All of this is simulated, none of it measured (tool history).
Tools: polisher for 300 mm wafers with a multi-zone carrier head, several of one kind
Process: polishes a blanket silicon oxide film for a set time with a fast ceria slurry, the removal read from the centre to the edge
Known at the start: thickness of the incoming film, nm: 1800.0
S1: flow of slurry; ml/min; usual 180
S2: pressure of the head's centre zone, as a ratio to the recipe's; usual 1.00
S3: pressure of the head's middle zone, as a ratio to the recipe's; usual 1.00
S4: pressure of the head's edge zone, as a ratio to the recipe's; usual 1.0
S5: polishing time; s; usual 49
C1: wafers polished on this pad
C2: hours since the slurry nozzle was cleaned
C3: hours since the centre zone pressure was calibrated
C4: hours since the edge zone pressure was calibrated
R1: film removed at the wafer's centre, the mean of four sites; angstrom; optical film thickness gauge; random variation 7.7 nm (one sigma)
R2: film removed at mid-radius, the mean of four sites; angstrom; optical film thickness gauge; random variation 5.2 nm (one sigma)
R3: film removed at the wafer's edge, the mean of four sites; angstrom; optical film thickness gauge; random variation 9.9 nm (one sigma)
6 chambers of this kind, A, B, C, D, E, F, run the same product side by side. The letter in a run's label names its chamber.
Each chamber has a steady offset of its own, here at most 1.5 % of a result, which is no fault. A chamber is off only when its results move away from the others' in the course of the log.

run	hour	S1	S2	S3	S4	S5	C1	C2	C3	C4	R1	R2	R3
# hour 1.1: chamber B: centre zone pressure recalibrated
1F	2.3	180	1.00	1.00	1.0	49	632	31.1	582.8	552.6	7241.2	7316.1	7212.9
2A	6.6	180	1.00	1.00	1.0	49	379	486.2	204.6	53.4	7535.2	7358.0	7613.1
3E	8.9	180	1.00	1.00	1.0	49	618	184.4	81.9	391.2	7260.4	7398.6	7436.0
4B	11.8	180	1.00	1.00	1.0	49	227	375.8	10.8	330.1	7386.7	7354.4	7323.4
5C	14.9	180	1.00	1.00	1.0	49	815	158.3	621.3	832.3	7487.2	7341.3	7455.9
6D	19.3	180	1.00	1.00	1.0	49	625	309.5	517.7	261.3	7401.7	7233.2	7289.5
7B	24.1	180	1.00	1.00	1.0	57	362	388.1	23.1	342.4	8493.9	8616.3	8681.5
# hour 27.2: chamber B: slurry nozzle cleaned
8C	27.7	180	1.00	1.00	1.0	57	956	171.1	634.1	845.1	8634.9	8385.7	8733.0
# hour 28.3: chamber D: worn pad replaced by a new one
9E	32.1	180	1.00	1.00	1.0	57	873	207.6	105.1	414.4	8600.4	8385.8	8535.2
10A	34.8	180	1.00	1.00	1.0	57	689	514.4	232.8	81.6	8602.7	8534.3	8789.4
11F	38.9	180	1.00	1.00	1.0	57	1034	67.7	619.4	589.2	8498.0	8544.4	8590.4
12D	42.1	180	1.00	1.00	1.0	57	152	332.3	540.5	284.1	8473.9	8429.1	8440.5
# hour 42.5: chamber D: slurry nozzle cleaned
# hour 43.6: chamber F: worn pad replaced by a new one
13B	46.5	180	1.00	1.00	1.0	49	608	19.3	45.5	364.8	7418.7	7341.1	7511.7
# hour 46.6: chamber E: worn pad replaced by a new one
14E	49.2	180	1.00	1.00	1.0	49	29	224.7	122.2	431.5	7243.0	7318.4	7294.0
15F	54.3	180	1.10	1.00	1.0	49	118	83.1	634.8	604.6	8343.9	7409.5	7356.5
16C	59.3	180	1.10	1.00	1.0	49	1304	202.7	665.7	876.7	8048.4	7073.3	7096.3
17A	63.8	180	1.10	1.00	1.0	49	1008	543.4	261.8	110.6	8089.8	7346.7	7442.7
18D	67.0	180	1.10	1.00	1.0	49	426	24.5	565.4	309.0	8211.9	7206.5	7386.4
19A	70.4	180	1.10	1.00	1.0	49	1081	550.0	268.4	117.2	8110.4	7326.0	7480.8
# hour 72.2: chamber A: worn pad replaced by a new one
20B	72.8	180	1.10	1.00	1.0	49	898	45.6	71.8	391.1	8089.0	7438.8	7173.2
21D	75.2	180	1.00	1.00	1.1	49	516	32.7	573.6	317.2	7365.0	7330.9	7776.6
22E	79.3	180	1.00	1.00	1.1	49	360	254.8	152.3	461.6	7352.5	7260.8	7684.1
23F	83.4	180	1.00	1.00	1.1	49	438	112.2	663.9	633.7	7284.0	7299.9	7909.4
24C	85.9	180	1.00	1.00	1.1	49	1596	229.3	692.3	903.3	7034.4	6908.9	7287.6
25E	88.6	180	1.00	1.00	1.1	49	462	264.1	161.6	470.9	7409.1	7272.8	7619.3
# hour 91.0: chamber D: worn pad replaced by a new one
26B	92.6	180	1.00	1.00	1.1	49	1115	65.4	91.6	410.9	7357.1	7394.5	7862.8
27C	95.1	180	1.00	1.00	1.0	49	1697	238.5	701.5	912.5	6895.2	6772.1	6788.1
28A	100.2	180	1.00	1.00	1.0	49	308	579.8	298.2	147.0	7362.3	7361.1	7616.2
29F	103.4	180	1.00	1.00	1.0	49	658	132.2	683.9	653.7	7381.1	7358.5	7482.5
30D	107.7	180	1.00	1.00	1.0	49	184	65.2	606.1	349.7	7471.4	7342.8	7495.4
31E	110.2	180	1.00	1.00	1.0	49	700	285.7	183.2	492.5	7304.0	7256.5	7494.2
32A	114.4	180	1.00	1.00	1.0	49	464	594.0	312.4	161.2	7343.8	7383.4	7528.0
33B	116.7	180	1.00	1.00	1.0	49	1380	89.5	115.7	435.0	7367.6	7420.6	7436.3
34C	120.6	180	1.00	1.00	1.0	49	1978	264.0	727.0	938.0	6664.4	6518.5	6585.4
35D	123.8	180	1.09	1.00	1.0	49	361	81.3	622.2	365.8	8039.7	7298.0	7442.6
36F	126.1	180	1.09	1.00	1.0	49	907	154.9	706.6	676.4	8027.3	7353.7	7339.2
37C	128.9	180	1.09	1.00	1.0	49	2069	272.3	735.3	946.3	7191.6	6472.3	6574.3

Is one chamber off against the others, does the gauge drift, or is nothing wrong? If a chamber is off, say which, and what the likeliest cause is.

Chamber C drifts away from the others.
Cause: removal rate lost through wear of the pad, % = 12.

Here are 4 candidates for chamber C's next run, each the usual settings with a change, their results left as question marks. Which one brings its results back in line with what the others give on the usual settings?
In line means no further than this from the other chambers' mean on the usual settings: R1 270.0 angstrom; R2 180.0 angstrom; R3 350.0 angstrom
38C-1	132.6	185	0.99	1.01	1.01	55					?	?	?
38C-2	132.6	180	1.01	0.99	0.99	43					?	?	?
38C-3	132.6	180	1.00	1.00	1.00	52					?	?	?
38C-4	132.6	180	1.00	1.00	1.00	46					?	?	?

The other chambers' mean on the usual settings: R1 7346.8 angstrom; R2 7334.9 angstrom; R3 7372.8 angstrom
run	R1	R2	R3
38C-1	7299.0	7329.9	7328.4
38C-2	5805.8	5600.5	5652.6
38C-3	6944.3	6836.5	6871.4
38C-4	6143.0	6047.7	6078.5
38C-1 brings the chamber back in line.
